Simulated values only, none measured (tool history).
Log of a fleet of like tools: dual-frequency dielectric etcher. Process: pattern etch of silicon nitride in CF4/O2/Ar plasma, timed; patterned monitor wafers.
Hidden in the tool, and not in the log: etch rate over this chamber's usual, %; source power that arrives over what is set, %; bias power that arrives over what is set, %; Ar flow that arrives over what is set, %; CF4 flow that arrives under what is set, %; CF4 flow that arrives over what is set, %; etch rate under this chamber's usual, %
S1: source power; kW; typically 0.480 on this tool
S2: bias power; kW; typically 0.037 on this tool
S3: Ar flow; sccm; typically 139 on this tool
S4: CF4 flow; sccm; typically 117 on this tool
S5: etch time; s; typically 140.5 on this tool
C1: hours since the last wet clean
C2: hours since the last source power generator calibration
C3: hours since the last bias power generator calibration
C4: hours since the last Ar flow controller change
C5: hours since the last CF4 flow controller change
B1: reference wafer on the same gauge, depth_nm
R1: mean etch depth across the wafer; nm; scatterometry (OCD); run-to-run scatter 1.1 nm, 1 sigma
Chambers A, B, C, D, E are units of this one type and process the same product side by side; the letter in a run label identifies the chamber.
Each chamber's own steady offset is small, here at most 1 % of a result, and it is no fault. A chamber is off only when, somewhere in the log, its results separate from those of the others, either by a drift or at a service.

run	day	S1	S2	S3	S4	S5	C1	C2	C3	C4	C5	B1	R1
1D	0.171	0.480	0.037	139	117	140.5	506.2	467.0	3577.4	1957.6	2835.7	183.71	227.00
2A	0.333	0.480	0.037	139	117	140.5	50.6	2932.2	1291.2	75.8	2899.2	184.24	225.31
3B	0.496	0.480	0.037	139	117	140.5	226.2	906.8	1344.0	1757.4	1400.7	184.07	226.81
4C	0.633	0.480	0.037	139	117	140.5	217.0	1437.9	1270.4	24.3	3426.1	183.85	227.85
5E	0.729	0.480	0.037	139	117	140.5	542.1	1703.4	1761.0	2248.8	157.7	184.13	226.50
# day 0.779: chamber E: wet clean of the chamber
6B	0.838	0.480	0.037	139	117	140.5	234.4	915.0	1352.2	1765.6	1408.9	184.12	228.12
7C	1.004	0.480	0.037	139	117	140.5	225.9	1446.8	1279.3	33.2	3435.0	184.24	227.64
8D	1.142	0.480	0.037	139	117	140.5	529.5	490.3	3600.7	1980.9	2859.0	184.31	225.34
9A	1.300	0.480	0.037	139	117	140.5	73.8	2955.4	1314.4	99.0	2922.4	184.05	225.46
# day 1.350: chamber A: source power generator calibrated
10E	1.412	0.480	0.037	139	117	140.5	15.2	1719.8	1777.4	2265.2	174.1	184.21	227.31
11A	1.592	0.480	0.037	139	117	140.5	80.8	5.9	1321.4	106.0	2929.4	184.09	226.25
12B	1.762	0.480	0.037	139	117	140.5	256.6	937.2	1374.4	1787.8	1431.1	183.98	226.89
13E	1.929	0.480	0.037	139	117	140.5	27.6	1732.2	1789.8	2277.6	186.5	184.09	228.29
14D	2.079	0.480	0.037	139	117	140.5	552.0	512.8	3623.2	2003.4	2881.5	184.26	226.22
15C	2.175	0.480	0.037	139	117	140.5	254.0	1474.9	1307.4	61.3	3463.1	183.97	225.28
16A	2.358	0.480	0.037	139	117	140.5	99.2	24.3	1339.8	124.4	2947.8	184.05	225.51
17E	2.475	0.480	0.037	159	128	140.5	40.7	1745.3	1802.9	2290.7	199.6	183.89	226.65
18B	2.646	0.480	0.037	159	128	140.5	277.8	958.4	1395.6	1809.0	1452.3	184.21	225.83
19C	2.758	0.480	0.037	159	128	140.5	268.0	1488.9	1321.4	75.3	3477.1	183.98	224.17
20D	2.942	0.480	0.037	159	128	140.5	572.7	533.5	3643.9	2024.1	2902.2	184.06	223.08
21C	3.100	0.480	0.037	159	128	140.5	276.2	1497.1	1329.6	83.5	3485.3	184.06	222.03
22B	3.233	0.480	0.037	139	117	140.5	291.9	972.5	1409.7	1823.1	1466.4	183.91	225.28
23D	3.396	0.480	0.037	139	117	140.5	583.6	544.4	3654.8	2035.0	2913.1	184.02	227.22
24A	3.517	0.480	0.037	139	117	140.5	127.0	52.1	1367.6	152.2	2975.6	184.11	224.90
25E	3.696	0.480	0.037	139	117	140.5	70.0	1774.6	1832.2	2320.0	228.9	183.97	227.08
26A	3.829	0.480	0.037	139	117	140.5	134.5	59.6	1375.1	159.7	2983.1	184.20	225.83
# day 3.983: chamber D: wet clean of the chamber
27D	3.992	0.480	0.037	139	117	140.5	0.3	558.7	3669.1	2049.3	2927.4	184.10	224.23
28E	4.150	0.480	0.037	139	117	140.5	80.9	1785.5	1843.1	2330.9	239.8	183.79	228.46
29B	4.338	0.480	0.037	139	117	181.5	318.4	999.0	1436.2	1849.6	1492.9	184.11	292.73
30C	4.517	0.480	0.037	139	117	181.5	310.2	1531.1	1363.6	117.5	3519.3	184.18	287.94
31C	4.654	0.480	0.037	139	117	181.5	313.5	1534.4	1366.9	120.8	3522.6	184.16	288.46
32E	4.800	0.480	0.037	139	117	181.5	96.5	1801.1	1858.7	2346.5	255.4	184.16	293.64
33B	4.954	0.480	0.037	139	117	181.5	333.2	1013.8	1451.0	1864.4	1507.7	184.07	294.52
34A	5.138	0.480	0.037	139	117	140.5	165.9	91.0	1406.5	191.1	3014.5	184.02	226.01
35D	5.321	0.480	0.037	139	117	140.5	32.2	590.6	3701.0	2081.2	2959.3	183.95	224.85
36B	5.508	0.480	0.037	139	117	140.5	346.5	1027.1	1464.3	1877.7	1521.0	184.11	226.78
37A	5.688	0.480	0.037	139	117	140.5	179.1	104.2	1419.7	204.3	3027.7	184.24	225.48
38D	5.783	0.480	0.037	139	117	140.5	43.3	601.7	3712.1	2092.3	2970.4	183.99	224.72
39C	5.929	0.480	0.037	139	117	140.5	344.1	1565.0	1397.5	151.4	3553.2	183.95	220.90
40E	6.067	0.480	0.037	139	117	140.5	126.9	1831.5	1889.1	2376.9	285.8	184.14	226.01
41D	6.242	0.480	0.037	139	117	140.5	54.3	612.7	3723.1	2103.3	2981.4	184.16	226.96
42A	6.392	0.480	0.037	139	117	140.5	196.0	121.1	1436.6	221.2	3044.6	183.95	225.77
43C	6.512	0.480	0.037	139	117	140.5	358.1	1579.0	1411.5	165.4	3567.2	184.04	220.09

Predict what each chamber gives when all 5 of them run the settings below next.
44A	6.654	0.480	0.037	139	117	140.5							?
44B	6.654	0.480	0.037	139	117	140.5							?
44C	6.654	0.480	0.037	139	117	140.5							?
44D	6.654	0.480	0.037	139	117	140.5							?
44E	6.654	0.480	0.037	139	117	140.5							?

run	R1
44A	224.24
44B	225.03
44C	221.83
44D	224.44
44E	228.43
